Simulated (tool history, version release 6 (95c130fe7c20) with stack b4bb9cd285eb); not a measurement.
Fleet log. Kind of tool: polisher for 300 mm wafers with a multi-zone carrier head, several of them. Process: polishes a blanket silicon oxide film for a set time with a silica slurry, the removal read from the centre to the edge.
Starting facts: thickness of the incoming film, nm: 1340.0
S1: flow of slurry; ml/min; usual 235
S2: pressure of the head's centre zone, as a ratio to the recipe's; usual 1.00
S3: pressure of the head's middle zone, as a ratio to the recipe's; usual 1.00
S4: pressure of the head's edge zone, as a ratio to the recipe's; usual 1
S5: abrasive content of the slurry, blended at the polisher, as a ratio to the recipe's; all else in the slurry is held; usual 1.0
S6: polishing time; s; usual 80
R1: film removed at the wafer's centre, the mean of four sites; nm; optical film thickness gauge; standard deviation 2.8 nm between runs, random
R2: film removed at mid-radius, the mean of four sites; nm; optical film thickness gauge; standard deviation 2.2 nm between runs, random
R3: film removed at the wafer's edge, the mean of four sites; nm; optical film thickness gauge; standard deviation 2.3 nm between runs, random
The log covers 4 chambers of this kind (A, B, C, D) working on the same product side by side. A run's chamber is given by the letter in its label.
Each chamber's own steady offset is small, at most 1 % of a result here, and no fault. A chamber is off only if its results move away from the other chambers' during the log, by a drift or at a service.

run	day	S1	S2	S3	S4	S5	S6	R1	R2	R3
1D	0.312	235	1.00	1.00	1	1.0	80	204.34	211.19	212.89
2B	0.596	235	1.00	1.00	1	1.0	80	205.78	206.73	208.94
3A	0.871	235	1.00	1.00	1	1.0	80	211.00	210.24	208.10
# day 0.946: chamber B: edge zone pressure recalibrated
4C	1.138	235	1.00	1.00	1	1.0	80	206.07	213.49	208.04
# day 1.217: chamber C: edge zone pressure recalibrated
5B	1.442	235	1.00	1.00	1	1.0	80	203.82	208.56	208.90
6C	1.671	235	1.00	1.00	1	1.0	80	212.09	208.55	205.79
# day 1.692: chamber C: slurry nozzle cleaned
7A	2.004	235	1.00	1.00	1	1.0	80	211.78	206.36	206.88
# day 2.317: chamber C: worn pad replaced by a new one
8D	2.354	235	1.00	1.00	1	1.0	80	209.05	207.58	206.77
# day 2.758: chamber A: worn pad replaced by a new one
9A	2.758	210	1.00	1.00	1	1.0	80	204.83	204.88	204.92
# day 2.988: chamber A: centre zone pressure recalibrated
10D	3.150	210	1.00	1.00	1	1.0	80	201.97	203.65	203.80
11B	3.483	210	1.00	1.00	1	1.0	80	203.97	205.01	203.89
12C	3.696	210	1.00	1.00	1	1.0	80	208.24	205.86	208.70
13B	4.008	235	1.00	1.00	1	1.0	80	205.19	206.77	207.17
14C	4.392	235	1.00	1.00	1	1.0	80	206.53	206.97	208.49
15D	4.738	235	1.00	1.00	1	0.8	62	146.24	146.47	141.86
16A	5.062	235	1.00	1.00	1	0.8	62	147.84	142.23	144.83
# day 5.096: chamber B: worn pad replaced by a new one
17C	5.312	235	1.00	1.00	1	0.8	62	145.45	145.91	144.84
# day 5.317: chamber C: worn pad replaced by a new one
# day 5.358: chamber D: worn pad replaced by a new one
18B	5.508	235	1.00	1.00	1	0.8	62	146.01	144.56	143.45
19D	5.721	235	1.00	1.00	1	1.0	80	210.16	208.83	209.70
# day 5.850: chamber A: worn pad replaced by a new one
20A	5.900	235	1.00	1.00	1	1.0	80	207.92	208.87	210.02
21B	6.096	235	1.00	1.00	1	1.0	80	206.21	208.88	206.64
22A	6.408	235	1.00	1.00	1	1.0	80	208.93	210.15	211.85
23D	6.600	235	0.91	1.00	1	1.0	80	186.19	209.51	205.75
24C	6.867	235	0.91	1.00	1	1.0	80	183.31	211.22	208.10
25A	7.138	235	0.91	1.00	1	1.0	80	184.10	201.40	208.28
26D	7.475	235	0.91	1.00	1	1.0	80	186.72	207.63	208.40
27C	7.829	235	1.00	1.00	1	1.0	80	204.48	206.60	207.18
28B	8.096	235	1.00	1.00	1	1.0	80	207.81	204.86	207.59
# day 8.196: chamber C: worn pad replaced by a new one
# day 8.312: chamber D: slurry nozzle cleaned
29C	8.338	235	1.00	1.00	1	1.0	80	209.16	208.87	208.17
30A	8.638	235	1.00	1.00	1	1.0	80	205.25	205.15	208.97
# day 8.696: chamber A: worn pad replaced by a new one
31B	8.908	235	1.00	0.94	1	1.0	80	207.30	195.67	208.44
32D	9.200	235	1.00	0.94	1	1.0	80	210.76	196.68	206.87
33D	9.492	235	1.00	0.94	1	1.0	80	208.93	195.66	207.89
# day 9.725: chamber D: worn pad replaced by a new one
34C	9.842	235	1.00	0.94	1	1.0	80	205.79	199.12	208.03
35A	10.021	235	1.00	1.00	1	1.0	80	210.42	202.64	212.70
36B	10.346	235	1.00	1.00	1	1.0	80	209.11	211.08	207.53
# day 10.467: chamber C: worn pad replaced by a new one
37A	10.588	235	1.00	1.00	1	1.0	80	210.29	208.69	207.80
38D	10.838	235	1.00	1.00	1	1.0	80	204.11	207.46	209.53
39C	11.175	235	1.00	1.00	1	1.0	80	209.66	209.01	209.16
40B	11.483	235	1.00	1.00	1	1.0	80	203.93	207.85	207.36
# day 11.554: chamber B: worn pad replaced by a new one
# day 11.717: chamber A: worn pad replaced by a new one
41D	11.762	200	1.00	1.00	1	1.1	80	214.51	213.79	212.88
# day 11.962: chamber B: centre zone pressure recalibrated
42C	12.096	200	1.00	1.00	1	1.1	80	211.06	211.55	214.59
# day 12.288: chamber A: edge zone pressure recalibrated
43A	12.329	200	1.00	1.00	1	1.1	80	210.87	208.70	214.56
44B	12.583	200	1.00	1.00	1	1.1	80	206.45	210.27	212.10

Predict what each chamber gives when all 4 of them run the settings below next.
45A	12.879	235	1.00	1.00	1	1.0	80	?	?	?
45B	12.879	235	1.00	1.00	1	1.0	80	?	?	?
45C	12.879	235	1.00	1.00	1	1.0	80	?	?	?
45D	12.879	235	1.00	1.00	1	1.0	80	?	?	?

run	R1	R2	R3
45A	208.37	207.50	206.56
45B	201.94	208.05	207.07
45C	206.73	207.82	206.73
45D	210.19	207.21	211.80
